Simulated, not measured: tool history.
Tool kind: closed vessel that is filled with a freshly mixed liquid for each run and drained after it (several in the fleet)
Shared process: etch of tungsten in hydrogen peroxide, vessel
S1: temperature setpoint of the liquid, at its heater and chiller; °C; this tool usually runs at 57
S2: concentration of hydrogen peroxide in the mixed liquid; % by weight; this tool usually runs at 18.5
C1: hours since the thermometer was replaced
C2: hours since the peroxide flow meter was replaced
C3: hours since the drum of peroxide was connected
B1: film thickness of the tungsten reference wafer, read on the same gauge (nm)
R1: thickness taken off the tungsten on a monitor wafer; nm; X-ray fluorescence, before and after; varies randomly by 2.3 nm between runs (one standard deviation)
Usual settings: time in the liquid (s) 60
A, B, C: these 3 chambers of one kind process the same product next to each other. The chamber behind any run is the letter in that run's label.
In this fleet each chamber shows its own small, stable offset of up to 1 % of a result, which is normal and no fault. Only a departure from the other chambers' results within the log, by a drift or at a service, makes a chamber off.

{"run": "1B", "day": 0.288, "S1": 57, "S2": 18.5, "time in the liquid (s)": 60, "C1": 388.6, "C2": 992.7, "C3": 137, "B1": 79.992, "R1": 246.39}
{"run": "2A", "day": 0.679, "S1": 57, "S2": 18.5, "time in the liquid (s)": 60, "C1": 494.8, "C2": 1314.4, "C3": 358.5, "B1": 80.005, "R1": 245.7}
{"run": "3C", "day": 0.962, "S1": 57, "S2": 18.5, "time in the liquid (s)": 60, "C1": 805.5, "C2": 449.6, "C3": 88.3, "B1": 79.99, "R1": 241.25}
{"run": "4C", "day": 1.412, "S1": 57, "S2": 18.5, "time in the liquid (s)": 60, "C1": 816.3, "C2": 460.4, "C3": 99.1, "B1": 80.007, "R1": 245.57}
{"run": "5B", "day": 1.871, "S1": 65, "S2": 18.5, "time in the liquid (s)": 75, "C1": 426.6, "C2": 1030.7, "C3": 175, "B1": 79.999, "R1": 490.94}
{"day": 2.083, "done": "chamber A: new drum of peroxide connected"}
{"run": "6A", "day": 2.242, "S1": 65, "S2": 18.5, "time in the liquid (s)": 75, "C1": 532.3, "C2": 1351.9, "C3": 3.8, "B1": 80.005, "R1": 490.91}
{"run": "7B", "day": 2.492, "S1": 65, "S2": 18.5, "time in the liquid (s)": 75, "C1": 441.5, "C2": 1045.6, "C3": 189.9, "B1": 80.01, "R1": 486.65}
{"run": "8C", "day": 3.004, "S1": 61.5, "S2": 16.5, "time in the liquid (s)": 60, "C1": 854.5, "C2": 498.6, "C3": 137.3, "B1": 79.994, "R1": 298.25}
{"run": "9A", "day": 3.508, "S1": 61.5, "S2": 16.5, "time in the liquid (s)": 60, "C1": 562.7, "C2": 1382.3, "C3": 34.2, "B1": 80.007, "R1": 301.87}
{"run": "10B", "day": 3.754, "S1": 61.5, "S2": 16.5, "time in the liquid (s)": 60, "C1": 471.8, "C2": 1075.9, "C3": 220.2, "B1": 80.018, "R1": 303.74}
{"run": "11C", "day": 4.275, "S1": 57, "S2": 18.5, "time in the liquid (s)": 60, "C1": 885, "C2": 529.1, "C3": 167.8, "B1": 80.003, "R1": 244.57}
{"run": "12A", "day": 4.546, "S1": 57, "S2": 18.5, "time in the liquid (s)": 60, "C1": 587.6, "C2": 1407.2, "C3": 59.1, "B1": 80.015, "R1": 244.51}
{"run": "13A", "day": 4.838, "S1": 57, "S2": 18.5, "time in the liquid (s)": 60, "C1": 594.6, "C2": 1414.2, "C3": 66.1, "B1": 79.989, "R1": 243.2}
{"run": "14B", "day": 5.246, "S1": 57, "S2": 18.5, "time in the liquid (s)": 60, "C1": 507.6, "C2": 1111.7, "C3": 256, "B1": 79.986, "R1": 244.58}
{"run": "15C", "day": 5.579, "S1": 57, "S2": 18.5, "time in the liquid (s)": 60, "C1": 916.3, "C2": 560.4, "C3": 199.1, "B1": 80.019, "R1": 242.82}
{"run": "16B", "day": 5.95, "S1": 57, "S2": 18.5, "time in the liquid (s)": 60, "C1": 524.5, "C2": 1128.6, "C3": 272.9, "B1": 80.011, "R1": 246.99}
{"run": "17C", "day": 6.492, "S1": 57, "S2": 18.5, "time in the liquid (s)": 60, "C1": 938.2, "C2": 582.3, "C3": 221, "B1": 80.001, "R1": 241.97}
{"run": "18A", "day": 6.762, "S1": 57, "S2": 18.5, "time in the liquid (s)": 60, "C1": 640.8, "C2": 1460.4, "C3": 112.3, "B1": 79.994, "R1": 249.46}
{"run": "19B", "day": 7.158, "S1": 57, "S2": 18.5, "time in the liquid (s)": 60, "C1": 553.5, "C2": 1157.6, "C3": 301.9, "B1": 80.004, "R1": 249.38}
{"run": "20C", "day": 7.492, "S1": 57, "S2": 18.5, "time in the liquid (s)": 60, "C1": 962.2, "C2": 606.3, "C3": 245, "B1": 80.023, "R1": 236.94}
{"run": "21A", "day": 7.975, "S1": 57, "S2": 18.5, "time in the liquid (s)": 60, "C1": 669.9, "C2": 1489.5, "C3": 141.4, "B1": 79.997, "R1": 245.07}
{"run": "22B", "day": 8.229, "S1": 57, "S2": 18.5, "time in the liquid (s)": 60, "C1": 579.2, "C2": 1183.3, "C3": 327.6, "B1": 79.998, "R1": 249.74}
{"run": "23C", "day": 8.75, "S1": 57, "S2": 18.5, "time in the liquid (s)": 60, "C1": 992.4, "C2": 636.5, "C3": 275.2, "B1": 79.983, "R1": 235.69}
{"run": "24A", "day": 9.025, "S1": 57, "S2": 18.5, "time in the liquid (s)": 60, "C1": 695.1, "C2": 1514.7, "C3": 166.6, "B1": 79.996, "R1": 249.26}
{"run": "25B", "day": 9.317, "S1": 57, "S2": 18.5, "time in the liquid (s)": 60, "C1": 605.3, "C2": 1209.4, "C3": 353.7, "B1": 80.025, "R1": 250.03}
{"run": "26A", "day": 9.788, "S1": 57, "S2": 18.5, "time in the liquid (s)": 60, "C1": 713.4, "C2": 1533, "C3": 184.9, "B1": 80.001, "R1": 245.01}
{"run": "27C", "day": 10.083, "S1": 57, "S2": 18.5, "time in the liquid (s)": 60, "C1": 1024.4, "C2": 668.5, "C3": 307.2, "B1": 80.016, "R1": 232.94}
{"run": "28C", "day": 10.488, "S1": 57, "S2": 18.5, "time in the liquid (s)": 60, "C1": 1034.1, "C2": 678.2, "C3": 316.9, "B1": 79.995, "R1": 230.56}
{"run": "29B", "day": 10.912, "S1": 57, "S2": 18.5, "time in the liquid (s)": 60, "C1": 643.6, "C2": 1247.7, "C3": 392, "B1": 80.008, "R1": 246.5}
{"run": "30A", "day": 11.421, "S1": 57, "S2": 18.5, "time in the liquid (s)": 60, "C1": 752.6, "C2": 1572.2, "C3": 224.1, "B1": 80.024, "R1": 246.38}
{"run": "31A", "day": 11.829, "S1": 54, "S2": 18.5, "time in the liquid (s)": 60, "C1": 762.4, "C2": 1582, "C3": 233.9, "B1": 80.024, "R1": 205.48}
{"run": "32C", "day": 12.35, "S1": 54, "S2": 18.5, "time in the liquid (s)": 60, "C1": 1078.8, "C2": 722.9, "C3": 361.6, "B1": 80.005, "R1": 193.34}
{"run": "33B", "day": 12.596, "S1": 54, "S2": 18.5, "time in the liquid (s)": 60, "C1": 684, "C2": 1288.1, "C3": 432.4, "B1": 80.019, "R1": 201.27}
{"run": "34C", "day": 12.867, "S1": 57, "S2": 18.5, "time in the liquid (s)": 60, "C1": 1091.2, "C2": 735.3, "C3": 374, "B1": 79.988, "R1": 227.51}

Does one chamber stand apart from the rest, does the shared gauge drift, or is all well apart from small per-chamber offsets? Give the chamber and the most likely cause, where there is one.

It is chamber C that slowly wanders off from its peers.
Cause: liquid colder than its thermometer reads (K) = 1.33.
With only this log, it may be confused with: peroxide flow below the setpoint (%).

Below are 4 candidate recipes for chamber C's next run, each the usual settings with a change, their results shown as question marks. Which of them brings C's results back in line with what the other chambers give on the usual settings?
In line means no further than this from the other chambers' mean on the usual settings: R1 8.1 nm
{"run": "35C-1", "day": 13.254, "S1": 57, "S2": 19.5, "time in the liquid (s)": 60, "R1": "?"}
{"run": "35C-2", "day": 13.254, "S1": 57, "S2": 21.5, "time in the liquid (s)": 60, "R1": "?"}
{"run": "35C-3", "day": 13.254, "S1": 57, "S2": 18.5, "time in the liquid (s)": 55, "R1": "?"}
{"run": "35C-4", "day": 13.254, "S1": 56.5, "S2": 18.5, "time in the liquid (s)": 60, "R1": "?"}

The mean the other chambers reach with the usual settings: R1 246.25 nm
run=35C-1 R1=232.97
run=35C-2 R1=244.79
run=35C-3 R1=207.93
run=35C-4 R1=220.23
With 35C-2, the chamber falls back in line with the rest.
